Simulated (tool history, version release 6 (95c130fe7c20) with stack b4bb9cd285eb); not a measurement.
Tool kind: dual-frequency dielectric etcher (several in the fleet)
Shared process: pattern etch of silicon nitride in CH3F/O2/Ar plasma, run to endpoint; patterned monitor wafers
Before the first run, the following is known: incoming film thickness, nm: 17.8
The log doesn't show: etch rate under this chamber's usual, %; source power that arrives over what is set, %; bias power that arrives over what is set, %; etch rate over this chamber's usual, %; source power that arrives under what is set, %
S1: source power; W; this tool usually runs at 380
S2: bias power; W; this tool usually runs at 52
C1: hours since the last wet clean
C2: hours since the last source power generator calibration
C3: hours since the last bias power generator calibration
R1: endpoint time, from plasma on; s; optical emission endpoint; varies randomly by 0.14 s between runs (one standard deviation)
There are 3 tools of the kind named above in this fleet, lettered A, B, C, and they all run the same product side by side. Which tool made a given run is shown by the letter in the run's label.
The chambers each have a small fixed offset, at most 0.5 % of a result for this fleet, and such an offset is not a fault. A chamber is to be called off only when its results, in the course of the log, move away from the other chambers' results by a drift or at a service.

{"run": "1A", "hour": 11.2, "S1": 380, "S2": 52, "C1": 430.0, "C2": 999.1, "C3": 1317.1, "R1": 29.269}
{"run": "2B", "hour": 17.6, "S1": 380, "S2": 52, "C1": 224.3, "C2": 2079.7, "C3": 2458.4, "R1": 29.384}
{"run": "3C", "hour": 26.1, "S1": 380, "S2": 52, "C1": 434.2, "C2": 1087.8, "C3": 2306.5, "R1": 29.469}
{"run": "4C", "hour": 36.6, "S1": 380, "S2": 52, "C1": 444.7, "C2": 1098.3, "C3": 2317.0, "R1": 29.16}
{"run": "5B", "hour": 46.3, "S1": 380, "S2": 52, "C1": 253.0, "C2": 2108.4, "C3": 2487.1, "R1": 29.131}
{"run": "6A", "hour": 56.6, "S1": 380, "S2": 52, "C1": 475.4, "C2": 1044.5, "C3": 1362.5, "R1": 29.51}
{"run": "7B", "hour": 68.7, "S1": 380, "S2": 52, "C1": 275.4, "C2": 2130.8, "C3": 2509.5, "R1": 29.165}
{"run": "8A", "hour": 76.8, "S1": 470, "S2": 62, "C1": 495.6, "C2": 1064.7, "C3": 1382.7, "R1": 25.7}
{"run": "9C", "hour": 89.1, "S1": 470, "S2": 62, "C1": 497.2, "C2": 1150.8, "C3": 2369.5, "R1": 25.651}
{"run": "10A", "hour": 96.0, "S1": 470, "S2": 62, "C1": 514.8, "C2": 1083.9, "C3": 1401.9, "R1": 25.453}
{"run": "11B", "hour": 107.3, "S1": 380, "S2": 52, "C1": 314.0, "C2": 2169.4, "C3": 2548.1, "R1": 29.074}
{"run": "12C", "hour": 119.1, "S1": 380, "S2": 52, "C1": 527.2, "C2": 1180.8, "C3": 2399.5, "R1": 29.402}
{"run": "13B", "hour": 131.3, "S1": 380, "S2": 52, "C1": 338.0, "C2": 2193.4, "C3": 2572.1, "R1": 29.154}
{"hour": 136.9, "done": "chamber A: bias power generator calibrated"}
{"run": "14A", "hour": 142.4, "S1": 380, "S2": 52, "C1": 561.2, "C2": 1130.3, "C3": 5.5, "R1": 29.324}
{"run": "15C", "hour": 150.9, "S1": 380, "S2": 52, "C1": 559.0, "C2": 1212.6, "C3": 2431.3, "R1": 29.512}
{"hour": 157.3, "done": "chamber A: wet clean of the chamber"}
{"run": "16A", "hour": 158.2, "S1": 380, "S2": 52, "C1": 0.9, "C2": 1146.1, "C3": 21.3, "R1": 29.176}
{"run": "17C", "hour": 167.0, "S1": 380, "S2": 52, "C1": 575.1, "C2": 1228.7, "C3": 2447.4, "R1": 29.34}
{"run": "18B", "hour": 176.9, "S1": 380, "S2": 52, "C1": 383.6, "C2": 2239.0, "C3": 2617.7, "R1": 29.262}
{"hour": 179.2, "done": "chamber C: wet clean of the chamber"}
{"run": "19C", "hour": 185.3, "S1": 380, "S2": 52, "C1": 6.2, "C2": 1247.0, "C3": 2465.7, "R1": 28.204}
{"run": "20A", "hour": 192.9, "S1": 380, "S2": 52, "C1": 35.6, "C2": 1180.8, "C3": 56.0, "R1": 29.038}
{"run": "21B", "hour": 201.6, "S1": 380, "S2": 52, "C1": 408.3, "C2": 2263.7, "C3": 2642.4, "R1": 29.133}
{"hour": 210.2, "done": "chamber B: wet clean of the chamber"}
{"run": "22B", "hour": 211.0, "S1": 380, "S2": 52, "C1": 0.8, "C2": 2273.1, "C3": 2651.8, "R1": 29.321}
{"run": "23A", "hour": 219.5, "S1": 290, "S2": 52, "C1": 62.2, "C2": 1207.4, "C3": 82.6, "R1": 32.216}
{"run": "24C", "hour": 227.8, "S1": 290, "S2": 52, "C1": 48.7, "C2": 1289.5, "C3": 2508.2, "R1": 31.191}
{"run": "25C", "hour": 239.3, "S1": 290, "S2": 52, "C1": 60.2, "C2": 1301.0, "C3": 2519.7, "R1": 31.123}
{"run": "26A", "hour": 249.7, "S1": 380, "S2": 52, "C1": 92.4, "C2": 1237.6, "C3": 112.8, "R1": 29.188}
{"run": "27B", "hour": 258.9, "S1": 380, "S2": 60, "C1": 48.7, "C2": 2321.0, "C3": 2699.7, "R1": 27.939}
{"run": "28B", "hour": 265.2, "S1": 380, "S2": 60, "C1": 55.0, "C2": 2327.3, "C3": 2706.0, "R1": 27.661}
{"run": "29A", "hour": 272.9, "S1": 380, "S2": 60, "C1": 115.6, "C2": 1260.8, "C3": 136.0, "R1": 27.653}
{"run": "30C", "hour": 281.3, "S1": 380, "S2": 52, "C1": 102.2, "C2": 1343.0, "C3": 2561.7, "R1": 28.027}
{"run": "31B", "hour": 288.5, "S1": 380, "S2": 52, "C1": 78.3, "C2": 2350.6, "C3": 2729.3, "R1": 29.666}
{"run": "32C", "hour": 297.3, "S1": 380, "S2": 52, "C1": 118.2, "C2": 1359.0, "C3": 2577.7, "R1": 28.017}
{"run": "33A", "hour": 303.1, "S1": 380, "S2": 52, "C1": 145.8, "C2": 1291.0, "C3": 166.2, "R1": 29.358}
{"run": "34C", "hour": 313.5, "S1": 380, "S2": 48, "C1": 134.4, "C2": 1375.2, "C3": 2593.9, "R1": 28.639}
{"run": "35B", "hour": 324.3, "S1": 380, "S2": 48, "C1": 114.1, "C2": 2386.4, "C3": 2765.1, "R1": 30.017}
{"run": "36A", "hour": 331.9, "S1": 380, "S2": 48, "C1": 174.6, "C2": 1319.8, "C3": 195.0, "R1": 29.901}
{"run": "37B", "hour": 341.6, "S1": 380, "S2": 52, "C1": 131.4, "C2": 2403.7, "C3": 2782.4, "R1": 29.407}
{"run": "38A", "hour": 349.8, "S1": 380, "S2": 52, "C1": 192.5, "C2": 1337.7, "C3": 212.9, "R1": 29.386}
{"run": "39C", "hour": 357.5, "S1": 380, "S2": 52, "C1": 178.4, "C2": 1419.2, "C3": 2637.9, "R1": 28.047}
{"run": "40C", "hour": 369.7, "S1": 380, "S2": 52, "C1": 190.6, "C2": 1431.4, "C3": 2650.1, "R1": 28.346}
{"run": "41A", "hour": 381.8, "S1": 380, "S2": 52, "C1": 224.5, "C2": 1369.7, "C3": 244.9, "R1": 29.235}
{"run": "42B", "hour": 387.2, "S1": 380, "S2": 52, "C1": 177.0, "C2": 2449.3, "C3": 2828.0, "R1": 29.292}

Next, every chamber runs the same settings. What will each give?
{"run": "43A", "hour": 396.0, "S1": 380, "S2": 52, "R1": "?"}
{"run": "43B", "hour": 396.0, "S1": 380, "S2": 52, "R1": "?"}
{"run": "43C", "hour": 396.0, "S1": 380, "S2": 52, "R1": "?"}

run=43A R1=28.920
run=43B R1=29.301
run=43C R1=27.945
